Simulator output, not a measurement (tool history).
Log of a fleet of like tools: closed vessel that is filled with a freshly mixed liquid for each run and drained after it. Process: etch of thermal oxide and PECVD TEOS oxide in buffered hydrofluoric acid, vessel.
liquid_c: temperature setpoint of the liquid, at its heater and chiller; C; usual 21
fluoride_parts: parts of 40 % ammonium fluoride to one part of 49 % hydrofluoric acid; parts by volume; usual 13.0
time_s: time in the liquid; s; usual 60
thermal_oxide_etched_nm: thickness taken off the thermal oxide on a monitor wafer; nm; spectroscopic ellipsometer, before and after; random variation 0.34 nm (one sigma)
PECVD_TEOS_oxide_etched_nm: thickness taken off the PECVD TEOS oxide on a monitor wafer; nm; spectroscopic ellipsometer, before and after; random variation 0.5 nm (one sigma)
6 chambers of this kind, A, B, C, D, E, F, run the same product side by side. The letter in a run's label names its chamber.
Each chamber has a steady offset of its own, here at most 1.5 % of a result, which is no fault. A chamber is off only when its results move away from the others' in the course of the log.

run,hour,liquid_c,fluoride_parts,time_s,"read-back film thickness of the thermal oxide reference wafer, read on the same gauge (nm)","read-back film thickness of the PECVD TEOS oxide reference wafer, read on the same gauge (nm)",thermal_oxide_etched_nm,PECVD_TEOS_oxide_etched_nm
1A,9.1,21,13.0,60,49.980,139.99,45.089,132.17
2F,17.2,21,13.0,60,49.956,140.01,45.221,131.64
3D,25.6,21,13.0,60,50.003,139.98,45.283,132.51
4B,36.8,21,13.0,60,49.986,140.02,44.944,131.52
5C,46.4,21,13.0,60,50.007,139.99,45.485,133.11
6E,57.2,21,13.0,60,49.985,140.00,45.460,132.77
7C,69.2,21,13.0,60,49.999,139.99,44.669,133.81
8B,77.9,21,13.0,60,50.005,140.03,45.172,131.12
9E,87.1,21,13.0,60,50.002,140.02,44.676,132.49
10F,96.4,21,13.0,60,50.013,139.99,45.681,132.84
11D,104.9,21,13.0,60,49.989,139.98,45.235,132.15
12A,114.4,21,13.0,60,50.002,139.98,45.603,131.87
13C,120.7,21,13.0,60,50.021,140.00,44.867,134.01
14E,129.6,21,13.0,60,49.969,139.99,45.969,133.69
15F,139.8,21,13.0,60,49.974,139.97,45.208,132.27
16B,146.6,21,13.0,60,50.059,139.97,44.793,131.04
17A,157.8,21,13.0,60,49.964,139.99,44.820,131.49
18D,165.7,21,13.0,60,49.983,139.96,45.091,132.75
19B,178.0,21,13.0,60,49.979,140.03,44.512,130.79
# hour 182.5: chamber A: hydrofluoric acid flow meter replaced
20E,186.6,21,13.0,60,50.013,139.96,45.935,132.41
21A,193.0,21,13.0,60,50.070,139.97,45.164,131.44
22D,202.0,21,13.0,60,50.010,139.98,45.114,132.23
# hour 209.4: chamber E: thermometer replaced
23C,214.1,21,13.0,60,50.076,140.00,44.871,133.98
# hour 215.6: chamber C: thermometer replaced
24F,222.1,19,13.0,70,50.036,139.98,47.386,138.15
# hour 224.3: chamber C: hydrofluoric acid flow meter replaced
25B,233.7,19,13.0,70,50.009,140.01,46.882,136.93
26F,245.0,19,13.0,70,49.999,140.00,47.588,138.77
27A,252.0,19,13.0,70,49.993,140.01,47.209,136.84
28E,264.5,19,13.0,70,49.962,140.02,47.725,138.63
29C,272.3,19,13.0,70,50.037,140.02,46.948,139.55
30D,284.5,21,13.0,60,49.947,139.98,46.072,131.48
31B,292.1,21,13.0,60,50.009,140.02,45.060,132.02
32C,300.9,21,13.0,60,49.971,139.99,45.276,133.75
33A,312.6,21,10.5,50,49.969,139.99,46.093,133.73
34F,322.4,21,10.5,50,49.949,140.02,46.447,134.89
35D,333.2,21,10.5,50,50.019,140.02,46.068,135.60
36E,343.0,21,10.5,50,50.047,139.97,47.257,136.32
37E,350.4,21,10.5,50,50.013,139.99,46.738,136.74
38D,357.8,21,10.5,50,49.967,140.01,46.790,135.62

Is one chamber off against the others, does the gauge drift, or is nothing wrong? If a chamber is off, say which, and what the likeliest cause is.

No chamber stands off beyond its own small offset, and the gauge holds steady.

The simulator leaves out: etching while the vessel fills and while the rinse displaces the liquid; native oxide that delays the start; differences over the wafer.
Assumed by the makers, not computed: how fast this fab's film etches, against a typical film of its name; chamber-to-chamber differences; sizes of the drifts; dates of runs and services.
